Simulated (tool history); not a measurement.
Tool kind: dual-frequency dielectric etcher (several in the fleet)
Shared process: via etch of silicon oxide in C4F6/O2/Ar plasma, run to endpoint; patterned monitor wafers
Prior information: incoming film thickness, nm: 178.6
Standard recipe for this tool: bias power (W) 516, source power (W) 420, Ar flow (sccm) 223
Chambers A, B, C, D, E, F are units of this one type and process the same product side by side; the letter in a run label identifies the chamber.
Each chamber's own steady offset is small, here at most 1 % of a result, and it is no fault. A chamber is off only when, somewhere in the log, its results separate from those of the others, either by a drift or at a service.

run,hour,bias power (W),source power (W),Ar flow (sccm),endpoint time (s)
1B,14.7,516,420,223,37.372
# hour 16.1: chamber E: wet clean of the chamber
2F,31.0,516,420,223,37.026
3E,39.4,516,420,223,37.006
4D,52.3,516,420,223,36.946
5C,63.0,516,420,223,36.428
6A,74.0,516,420,223,36.953
7D,88.2,516,330,267,41.147
8F,101.0,516,330,267,41.362
# hour 105.5: chamber C: wet clean of the chamber
9A,114.4,516,330,267,41.643
10B,121.7,516,330,267,41.926
11C,136.2,516,330,267,40.831
12E,148.0,516,330,267,41.255
13E,158.4,573,420,184,34.896
# hour 170.7: chamber B: wet clean of the chamber
14B,171.3,573,420,184,35.117
15F,186.4,573,420,184,34.670
16A,199.7,573,420,184,34.820
17D,209.0,573,420,184,34.851
18C,225.0,573,420,184,34.348
19E,236.7,516,420,223,36.902
# hour 241.3: chamber F: Ar flow controller replaced
20C,248.2,516,420,223,36.414
21B,260.0,516,420,223,37.165
22F,270.3,516,420,223,36.643
23A,277.8,516,420,223,36.921
24D,287.7,568,330,223,39.078
25B,302.0,568,330,223,39.338
26C,309.7,568,330,223,38.221
27F,324.2,568,330,223,38.566
# hour 333.8: chamber A: source power generator calibrated
28D,339.1,568,330,223,38.952
29A,346.4,568,330,223,38.904
30E,354.9,565,420,223,35.737
31C,365.1,565,420,223,35.363
32B,374.6,565,420,223,35.695
33A,383.9,565,420,223,35.814
# hour 388.3: chamber A: wet clean of the chamber
# hour 395.3: chamber E: bias power generator calibrated
# hour 395.4: chamber E: wet clean of the chamber
34D,400.1,565,420,223,35.993
35E,414.0,565,420,223,35.777
36F,424.9,516,490,223,33.786
37A,435.0,516,490,223,35.033

Has any chamber moved away from the others, gradually or after a service, or does the common gauge drift, or do the chambers differ only by their own small steady offsets? State the chamber and the most likely cause if one applies.

One chamber, F, drifts off from the rest bit by bit.
What lies behind it: etch rate over this chamber's usual, % = 5.21.

Chamber F could run next with any of the 4 candidate recipes listed below; each alters the usual settings, and their results appear as question marks. Which one brings its results back in line with what the other chambers deliver on the usual settings?
To be in line, a result may differ from the other chambers' mean on the usual settings by at most: endpoint time (s) 0.580
38F-1,446.6,486,400,227,?
38F-2,446.6,527,430,223,?
38F-3,446.6,516,470,223,?
38F-4,446.6,506,410,224,?

Mean of the other chambers on the usual settings: endpoint time (s) 37.003
run,endpoint time (s)
38F-1,37.002
38F-2,34.909
38F-3,34.061
38F-4,36.076
The answer is 38F-1, which returns the chamber to within the allowed miss of the others.
